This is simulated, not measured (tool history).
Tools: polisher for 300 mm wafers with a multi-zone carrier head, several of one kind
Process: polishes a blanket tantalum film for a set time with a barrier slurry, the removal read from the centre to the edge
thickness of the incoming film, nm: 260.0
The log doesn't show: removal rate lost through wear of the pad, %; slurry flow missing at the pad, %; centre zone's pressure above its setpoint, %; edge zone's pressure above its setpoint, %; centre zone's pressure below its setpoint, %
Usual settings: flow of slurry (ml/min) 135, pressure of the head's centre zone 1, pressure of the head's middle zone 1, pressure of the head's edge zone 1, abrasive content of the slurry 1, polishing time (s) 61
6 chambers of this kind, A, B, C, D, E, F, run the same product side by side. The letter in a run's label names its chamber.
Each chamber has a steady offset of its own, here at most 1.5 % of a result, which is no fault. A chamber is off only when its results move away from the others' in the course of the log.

run	hour	flow of slurry (ml/min)	pressure of the head's centre zone	pressure of the head's middle zone	pressure of the head's edge zone	abrasive content of the slurry	polishing time (s)	wafers polished on this pad	hours since the slurry nozzle was cleaned	hours since the centre zone pressure was calibrated	hours since the edge zone pressure was calibrated	film removed at the wafer's centre (angstrom)	film removed at mid-radius (angstrom)	film removed at the wafer's edge (angstrom)
1E	13	135	1	1	1	1	61	922	184.6	266	536.6	642.33	638.74	632.35
2F	25.4	135	1	1	1	1	61	956	224.2	668.6	143.1	629.9	644.31	629.17
# hour 31.9: chamber F: worn pad replaced by a new one
# hour 40.3: chamber D: edge zone pressure recalibrated
3D	40.7	135	1	1	1	1	61	1103	223.2	573.1	0.4	646.78	645.3	650.87
# hour 49.6: chamber E: worn pad replaced by a new one
# hour 52.6: chamber C: centre zone pressure recalibrated
# hour 54.5: chamber B: worn pad replaced by a new one
4B	55.6	135	1	1	1	1	61	14	731	431.2	599.3	634.16	652.34	631.3
# hour 58.3: chamber A: worn pad replaced by a new one
# hour 59.5: chamber D: centre zone pressure recalibrated
5C	67.1	135	1	1	1	1	61	895	465.2	14.6	92.4	633.74	633.07	644.17
# hour 77: chamber D: worn pad replaced by a new one
6A	82.2	135	1	1	1	1	61	301	142.5	921.6	223.4	636.58	640.91	636.16
# hour 85.8: chamber C: worn pad replaced by a new one
7D	94.3	135	1	1	1	1	61	218	276.8	34.8	54	654.35	634.9	649.52
8C	109.8	135	1	1	1	1	61	302	507.9	57.3	135.1	639.74	632.93	642.95
9F	117.9	135	1	1	1	1	61	1080	316.7	761.1	235.6	626.48	622.88	640.76
# hour 122.5: chamber B: slurry nozzle cleaned
# hour 126.2: chamber F: worn pad replaced by a new one
10A	128.8	135	1	1	1	1	61	886	189.1	968.2	270	632.75	651.47	646.79
# hour 134.5: chamber B: worn pad replaced by a new one
11B	143.7	135	1	1	1	1	61	116	21.2	519.3	687.4	646.6	645.39	643.01
# hour 145.3: chamber A: worn pad replaced by a new one
# hour 146: chamber E: worn pad replaced by a new one
12E	155.4	135	1	1	1	0.75	61	118	327	408.4	679	596.42	577.21	585.04
# hour 161.2: chamber A: slurry nozzle cleaned
13F	169.2	135	1	1	1	0.75	61	541	368	812.4	286.9	563.53	571.02	571.17
# hour 177.8: chamber C: worn pad replaced by a new one
14D	178.8	135	1	1	1	0.75	61	1280	361.3	119.3	138.5	585.33	593.46	588.85
15C	186.3	135	1	1	1	0.75	61	106	584.4	133.8	211.6	582.36	580.21	592.58
16B	195	135	1	1	1	0.75	61	760	72.5	570.6	738.7	578.61	588.62	589.48
# hour 198.5: chamber D: worn pad replaced by a new one
17A	203.9	135	1	1	1	0.75	61	736	42.8	1043.3	345.1	589.53	585.58	588.94
# hour 206.4: chamber B: centre zone pressure recalibrated
# hour 213.9: chamber B: worn pad replaced by a new one
18E	215.5	135	1	1	1	1	61	873	387.1	468.5	739.1	640.71	650.66	649.28
# hour 216.8: chamber E: slurry nozzle cleaned
# hour 222.7: chamber F: worn pad replaced by a new one
19A	225.3	135	1	1	1	1	61	1005	64.2	1064.7	366.5	642.89	643.17	638.09
# hour 231.9: chamber A: worn pad replaced by a new one
20F	233	135	1	0.91	1	1	61	129	431.8	876.2	350.7	615.65	571.4	627.59
# hour 237.4: chamber E: worn pad replaced by a new one
21B	244.1	135	1	0.91	1	1	61	379	121.6	37.8	787.8	638.63	591.29	634.24
22E	251.6	135	1	0.91	1	1	61	179	34.8	504.6	775.2	645.88	584.92	641.94
# hour 259.1: chamber F: centre zone pressure recalibrated
23D	266.3	135	1	0.91	1	1	61	851	448.8	206.8	226	645.46	590.04	645.27
# hour 267.9: chamber A: edge zone pressure recalibrated
24C	276.2	135	1	0.91	1	1	61	1236	674.3	223.7	301.5	638.84	577.6	641.57
# hour 283.6: chamber C: worn pad replaced by a new one
# hour 284.3: chamber D: slurry nozzle cleaned
25B	291.5	135	1	0.91	1	1	61	975	169	85.2	835.2	642.4	590.77	637.7
# hour 296.5: chamber B: worn pad replaced by a new one
26F	305.4	135	1	1	1	1	61	1039	504.2	46.4	423.1	601.91	608.34	606.59
# hour 309.9: chamber A: worn pad replaced by a new one
# hour 311.1: chamber D: worn pad replaced by a new one
# hour 313.2: chamber F: worn pad replaced by a new one
27C	321.5	135	1	1	1	1	61	476	719.6	269	346.8	645.35	633.63	642.82
28D	330.9	135	1	1	1	1	61	249	46.7	271.4	290.6	639.19	643.56	641.6
# hour 338.4: chamber C: slurry nozzle cleaned
29E	338.6	175	1	0.93	1	1	61	1272	121.8	591.6	862.2	682.57	622.76	674.35
# hour 350.1: chamber E: worn pad replaced by a new one
30A	351.9	175	1	0.93	1	1	61	528	190.8	1191.3	84	679.6	633.41	670.91
31D	368	175	1	0.93	1	1	61	716	83.8	308.5	327.7	692.1	635.61	681.05
# hour 375.3: chamber C: worn pad replaced by a new one
# hour 378.1: chamber A: slurry nozzle cleaned
# hour 378.5: chamber B: worn pad replaced by a new one
32B	379.7	175	1	0.93	1	1	61	15	257.2	173.4	923.4	674.71	630.2	664.69
33C	388.2	175	1	0.93	1	1	61	162	49.8	335.7	413.5	673.94	619.03	658.5
34F	399.4	175	1	0.93	1	1	61	1084	598.2	140.4	517.1	629.68	596.26	631.74
# hour 410.5: chamber A: worn pad replaced by a new one
35A	411.5	135	1	1	1	1	61	13	33.4	1250.9	143.6	634.7	639.15	649.07
36E	425.5	135	1	1	1	1	61	947	208.7	678.5	949.1	646.14	645.5	639.71
# hour 427.6: chamber D: worn pad replaced by a new one
37E	436.6	135	1	1	1	1	61	1087	219.8	689.6	960.2	648.97	647.47	648.64
38D	451.4	135	1	1	1	1	61	299	167.2	391.9	411.1	649.6	646.66	661.49

Next, every chamber runs the same settings. What will each give?
39A	463.3	135	1	1.11	1	1	61					?	?	?
39B	463.3	135	1	1.11	1	1	61					?	?	?
39C	463.3	135	1	1.11	1	1	61					?	?	?
39D	463.3	135	1	1.11	1	1	61					?	?	?
39E	463.3	135	1	1.11	1	1	61					?	?	?
39F	463.3	135	1	1.11	1	1	61					?	?	?

run	film removed at the wafer's centre (angstrom)	film removed at mid-radius (angstrom)	film removed at the wafer's edge (angstrom)
39A	632.47	709.57	639.37
39B	637.2	710.51	637.02
39C	639.85	696.68	644.42
39D	651.74	716.09	650.17
39E	641.28	702.9	634.26
39F	575.09	640.01	582.86
